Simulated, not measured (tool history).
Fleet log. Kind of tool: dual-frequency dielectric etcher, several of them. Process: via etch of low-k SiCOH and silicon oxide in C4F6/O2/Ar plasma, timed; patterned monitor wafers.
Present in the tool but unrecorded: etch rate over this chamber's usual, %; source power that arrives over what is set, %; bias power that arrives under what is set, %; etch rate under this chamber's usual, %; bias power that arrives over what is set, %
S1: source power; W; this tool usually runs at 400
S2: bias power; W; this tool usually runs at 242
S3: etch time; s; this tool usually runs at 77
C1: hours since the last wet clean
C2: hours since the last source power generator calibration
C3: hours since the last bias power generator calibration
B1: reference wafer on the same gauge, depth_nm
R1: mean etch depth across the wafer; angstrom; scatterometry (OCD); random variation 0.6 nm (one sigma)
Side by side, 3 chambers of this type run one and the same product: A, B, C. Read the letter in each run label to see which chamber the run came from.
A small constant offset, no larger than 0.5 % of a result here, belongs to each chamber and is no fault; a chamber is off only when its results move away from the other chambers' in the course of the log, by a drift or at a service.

run 1B hour=10.6 | S1=400 S2=242 S3=77 | C1=109 C2=3588.2 C3=690.7 | B1=198.04 | R1=2383.4
run 2A hour=18.8 | S1=400 S2=242 S3=77 | C1=318 C2=1378.4 C3=1225.3 | B1=198.09 | R1=2380.9
run 3C hour=32.9 | S1=400 S2=242 S3=77 | C1=341.4 C2=1866.2 C3=3368.5 | B1=198.13 | R1=2360.6
run 4C hour=43.6 | S1=400 S2=242 S3=77 | C1=352.1 C2=1876.9 C3=3379.2 | B1=198.08 | R1=2363.4
run 5B hour=56.8 | S1=400 S2=242 S3=77 | C1=155.2 C2=3634.4 C3=736.9 | B1=198.14 | R1=2375
run 6A hour=64.9 | S1=400 S2=242 S3=77 | C1=364.1 C2=1424.5 C3=1271.4 | B1=197.94 | R1=2382.6
run 7A hour=73.4 | S1=400 S2=242 S3=77 | C1=372.6 C2=1433 C3=1279.9 | B1=198.17 | R1=2382.4
run 8C hour=81.8 | S1=310 S2=242 S3=57 | C1=390.3 C2=1915.1 C3=3417.4 | B1=197.95 | R1=1590
run 9B hour=91.1 | S1=310 S2=242 S3=57 | C1=189.5 C2=3668.7 C3=771.2 | B1=198.01 | R1=1601.2
run 10C hour=99.9 | S1=310 S2=242 S3=57 | C1=408.4 C2=1933.2 C3=3435.5 | B1=198.06 | R1=1580.8
run 11B hour=107.6 | S1=400 S2=242 S3=77 | C1=206 C2=3685.2 C3=787.7 | B1=197.95 | R1=2398.6
run 12A hour=117.7 | S1=440 S2=242 S3=87 | C1=416.9 C2=1477.3 C3=1324.2 | B1=198 | R1=2776.6
run 13B hour=126 | S1=440 S2=242 S3=87 | C1=224.4 C2=3703.6 C3=806.1 | B1=198.01 | R1=2821.8
run 14A hour=136.6 | S1=440 S2=242 S3=87 | C1=435.8 C2=1496.2 C3=1343.1 | B1=198.07 | R1=2785.5
run 15C hour=150.7 | S1=400 S2=242 S3=77 | C1=459.2 C2=1984 C3=3486.3 | B1=198.06 | R1=2354.1
-- hour=154 chamber A: wet clean of the chamber
run 16C hour=158.4 | S1=400 S2=242 S3=77 | C1=466.9 C2=1991.7 C3=3494 | B1=197.98 | R1=2362.4
run 17B hour=168.2 | S1=400 S2=242 S3=77 | C1=266.6 C2=3745.8 C3=848.3 | B1=198.02 | R1=2406.2
run 18A hour=175.7 | S1=400 S2=242 S3=77 | C1=21.8 C2=1535.3 C3=1382.2 | B1=197.99 | R1=2378.2
run 19C hour=187.1 | S1=400 S2=242 S3=77 | C1=495.6 C2=2020.4 C3=3522.7 | B1=198.12 | R1=2355
-- hour=195.2 chamber C: wet clean of the chamber
run 20A hour=196.2 | S1=400 S2=242 S3=77 | C1=42.3 C2=1555.8 C3=1402.7 | B1=198.04 | R1=2374.1
run 21B hour=205.8 | S1=400 S2=242 S3=77 | C1=304.2 C2=3783.4 C3=885.9 | B1=198.08 | R1=2427.6
run 22C hour=216.9 | S1=400 S2=242 S3=77 | C1=21.8 C2=2050.2 C3=3552.5 | B1=197.96 | R1=2362.6
run 23A hour=225.3 | S1=400 S2=242 S3=77 | C1=71.4 C2=1584.9 C3=1431.8 | B1=197.87 | R1=2365.6
run 24B hour=236 | S1=400 S2=242 S3=77 | C1=334.4 C2=3813.6 C3=916.1 | B1=198.08 | R1=2434.3
run 25A hour=245.6 | S1=400 S2=242 S3=77 | C1=91.7 C2=1605.2 C3=1452.1 | B1=198.01 | R1=2375.7
-- hour=251 chamber C: source power generator calibrated
run 26B hour=253.6 | S1=400 S2=242 S3=77 | C1=352 C2=3831.2 C3=933.7 | B1=197.99 | R1=2437.7
run 27C hour=265.9 | S1=400 S2=266 S3=77 | C1=70.8 C2=14.9 C3=3601.5 | B1=197.99 | R1=2442.7
run 28C hour=278.1 | S1=400 S2=266 S3=77 | C1=83 C2=27.1 C3=3613.7 | B1=198.12 | R1=2436.7
run 29A hour=285.7 | S1=400 S2=266 S3=77 | C1=131.8 C2=1645.3 C3=1492.2 | B1=197.93 | R1=2449.8
run 30B hour=296.4 | S1=440 S2=242 S3=77 | C1=394.8 C2=3874 C3=976.5 | B1=198 | R1=2525.8
run 31B hour=305.9 | S1=440 S2=242 S3=77 | C1=404.3 C2=3883.5 C3=986 | B1=197.89 | R1=2544.9
run 32A hour=317.3 | S1=440 S2=242 S3=77 | C1=163.4 C2=1676.9 C3=1523.8 | B1=197.91 | R1=2463.9
run 33C hour=325.9 | S1=400 S2=242 S3=77 | C1=130.8 C2=74.9 C3=3661.5 | B1=198.05 | R1=2359.1
run 34C hour=338 | S1=330 S2=267 S3=77 | C1=142.9 C2=87 C3=3673.6 | B1=198.01 | R1=2272.9
run 35A hour=347.5 | S1=330 S2=267 S3=77 | C1=193.6 C2=1707.1 C3=1554 | B1=198.09 | R1=2287.3
run 36B hour=357.5 | S1=330 S2=267 S3=77 | C1=455.9 C2=3935.1 C3=1037.6 | B1=198.08 | R1=2372.4

One chamber off, gauge drift, or nothing amiss beyond the chambers' own small offsets? If it is a chamber, which one, and what is the likeliest cause?

It is chamber B that slowly wanders off from its peers.
Most likely cause: etch rate over this chamber's usual, % = 3.72.

Which of the 4 candidates below, each the usual settings with something changed and its results left as question marks, puts chamber B back in line with what the other chambers give on the usual settings?
Allowed miss from the other chambers' usual-settings mean, per result, to count as in line: R1 21 angstrom
run 37B-1 hour=368 | S1=390 S2=242 S3=71.5 | R1=?
run 37B-2 hour=368 | S1=410 S2=246 S3=82.5 | R1=?
run 37B-3 hour=368 | S1=400 S2=244 S3=80 | R1=?
run 37B-4 hour=368 | S1=400 S2=242 S3=74 | R1=?

The mean the other chambers reach with the usual settings: R1 2369.2 angstrom
run=37B-1 R1=2269.8
run=37B-2 R1=2683.7
run=37B-3 R1=2571.1
run=37B-4 R1=2371.7
With 37B-4, the chamber falls back in line with the rest.
